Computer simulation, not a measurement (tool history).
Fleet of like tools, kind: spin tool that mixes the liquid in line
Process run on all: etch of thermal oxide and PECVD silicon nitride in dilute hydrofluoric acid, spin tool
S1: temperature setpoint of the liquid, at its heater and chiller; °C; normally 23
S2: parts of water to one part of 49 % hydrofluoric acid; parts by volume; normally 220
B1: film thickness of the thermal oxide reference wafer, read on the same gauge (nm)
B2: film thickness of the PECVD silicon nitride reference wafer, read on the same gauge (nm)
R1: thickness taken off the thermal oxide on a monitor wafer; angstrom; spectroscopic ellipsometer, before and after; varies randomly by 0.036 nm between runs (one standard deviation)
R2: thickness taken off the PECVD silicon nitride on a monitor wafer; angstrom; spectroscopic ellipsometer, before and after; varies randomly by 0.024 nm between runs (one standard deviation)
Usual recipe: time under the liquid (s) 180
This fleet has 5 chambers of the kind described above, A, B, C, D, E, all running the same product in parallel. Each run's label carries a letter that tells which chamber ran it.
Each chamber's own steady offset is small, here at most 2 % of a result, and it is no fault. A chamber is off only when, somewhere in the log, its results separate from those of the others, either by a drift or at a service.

run 1E day=0.217 | S1=23 S2=220 time_under_the_liquid_(s)=180 | B1=79.98 B2=109.98 | R1=34.409 R2=27.429
run 2B day=0.404 | S1=23 S2=220 time_under_the_liquid_(s)=180 | B1=79.981 B2=110.01 | R1=33.829 R2=27.19
run 3A day=0.558 | S1=23 S2=220 time_under_the_liquid_(s)=180 | B1=79.964 B2=110.01 | R1=34.564 R2=27.128
run 4D day=0.675 | S1=23 S2=220 time_under_the_liquid_(s)=180 | B1=79.962 B2=109.98 | R1=34.313 R2=27.327
run 5C day=0.892 | S1=23 S2=220 time_under_the_liquid_(s)=180 | B1=79.971 B2=110.02 | R1=34.036 R2=27.297
run 6D day=1.092 | S1=23 S2=120 time_under_the_liquid_(s)=180 | B1=79.993 B2=110.01 | R1=70.864 R2=50.482
run 7E day=1.254 | S1=23 S2=120 time_under_the_liquid_(s)=180 | B1=79.983 B2=110.01 | R1=70.538 R2=50.028
run 8B day=1.371 | S1=23 S2=120 time_under_the_liquid_(s)=180 | B1=79.999 B2=110.04 | R1=68.909 R2=49.456
run 9C day=1.592 | S1=23 S2=120 time_under_the_liquid_(s)=180 | B1=80.005 B2=109.98 | R1=70.877 R2=49.386
run 10A day=1.733 | S1=23 S2=120 time_under_the_liquid_(s)=180 | B1=80.019 B2=110 | R1=69.448 R2=50.346
run 11E day=1.954 | S1=23 S2=220 time_under_the_liquid_(s)=180 | B1=80.05 B2=109.96 | R1=34.656 R2=27.935
run 12A day=2.083 | S1=23 S2=220 time_under_the_liquid_(s)=180 | B1=79.974 B2=110.02 | R1=34.203 R2=27.481
run 13B day=2.279 | S1=23 S2=220 time_under_the_liquid_(s)=180 | B1=79.996 B2=109.99 | R1=34.417 R2=27.798
run 14C day=2.412 | S1=23 S2=220 time_under_the_liquid_(s)=180 | B1=80.015 B2=110.01 | R1=34.238 R2=26.895
run 15D day=2.575 | S1=23 S2=220 time_under_the_liquid_(s)=180 | B1=80.049 B2=109.99 | R1=34.783 R2=27.809
run 16A day=2.792 | S1=23 S2=175 time_under_the_liquid_(s)=135 | B1=79.99 B2=110.01 | R1=33.574 R2=25.197
run 17E day=2.954 | S1=23 S2=175 time_under_the_liquid_(s)=135 | B1=80.026 B2=109.99 | R1=35.02 R2=25.962
run 18D day=3.15 | S1=23 S2=175 time_under_the_liquid_(s)=135 | B1=80.011 B2=110.01 | R1=33.994 R2=25.614
run 19C day=3.296 | S1=23 S2=175 time_under_the_liquid_(s)=135 | B1=79.975 B2=110.02 | R1=34.13 R2=25.348
run 20B day=3.446 | S1=23 S2=175 time_under_the_liquid_(s)=135 | B1=80.035 B2=110 | R1=34.54 R2=25.579
run 21A day=3.617 | S1=23 S2=220 time_under_the_liquid_(s)=180 | B1=80.039 B2=110.01 | R1=32.976 R2=26.27
run 22B day=3.717 | S1=23 S2=220 time_under_the_liquid_(s)=180 | B1=79.977 B2=110.02 | R1=34.637 R2=27.162
run 23D day=3.912 | S1=23 S2=220 time_under_the_liquid_(s)=180 | B1=79.985 B2=109.98 | R1=34.637 R2=27.242
run 24C day=4.075 | S1=23 S2=220 time_under_the_liquid_(s)=180 | B1=79.971 B2=110 | R1=34.305 R2=27.329
run 25E day=4.192 | S1=23 S2=220 time_under_the_liquid_(s)=180 | B1=80.014 B2=109.99 | R1=34.704 R2=27.835
-- day=4.217 chamber B: hydrofluoric acid flow meter replaced
run 26A day=4.375 | S1=23 S2=220 time_under_the_liquid_(s)=180 | B1=79.983 B2=110.01 | R1=32.484 R2=25.631
run 27C day=4.542 | S1=23 S2=220 time_under_the_liquid_(s)=180 | B1=79.978 B2=109.98 | R1=34.668 R2=27.315
run 28B day=4.7 | S1=23 S2=170 time_under_the_liquid_(s)=250 | B1=79.974 B2=110.01 | R1=63.338 R2=48.539
run 29E day=4.8 | S1=23 S2=170 time_under_the_liquid_(s)=250 | B1=79.952 B2=110 | R1=66.478 R2=49.575
run 30D day=4.946 | S1=23 S2=170 time_under_the_liquid_(s)=250 | B1=80.002 B2=110.01 | R1=65.91 R2=49.574
run 31B day=5.167 | S1=23 S2=170 time_under_the_liquid_(s)=250 | B1=80.001 B2=110 | R1=63.31 R2=48.549
run 32A day=5.375 | S1=23 S2=170 time_under_the_liquid_(s)=250 | B1=80.025 B2=110.01 | R1=58.415 R2=44.365
run 33C day=5.592 | S1=23 S2=220 time_under_the_liquid_(s)=180 | B1=80.041 B2=109.98 | R1=34.282 R2=27.159
run 34D day=5.796 | S1=23 S2=220 time_under_the_liquid_(s)=180 | B1=80.028 B2=110.01 | R1=35.169 R2=27.23

The same settings go to every chamber for the next run, one line per chamber below. Forecast the results for each:
run 35A day=5.954 | S1=26 S2=220 time_under_the_liquid_(s)=180 | R1=? R2=?
run 35B day=5.954 | S1=26 S2=220 time_under_the_liquid_(s)=180 | R1=? R2=?
run 35C day=5.954 | S1=26 S2=220 time_under_the_liquid_(s)=180 | R1=? R2=?
run 35D day=5.954 | S1=26 S2=220 time_under_the_liquid_(s)=180 | R1=? R2=?
run 35E day=5.954 | S1=26 S2=220 time_under_the_liquid_(s)=180 | R1=? R2=?

run=35A R1=32.549 R2=29.452
run=35B R1=37.875 R2=32.546
run=35C R1=38.924 R2=32.989
run=35D R1=39.205 R2=33.174
run=35E R1=39.187 R2=33.059

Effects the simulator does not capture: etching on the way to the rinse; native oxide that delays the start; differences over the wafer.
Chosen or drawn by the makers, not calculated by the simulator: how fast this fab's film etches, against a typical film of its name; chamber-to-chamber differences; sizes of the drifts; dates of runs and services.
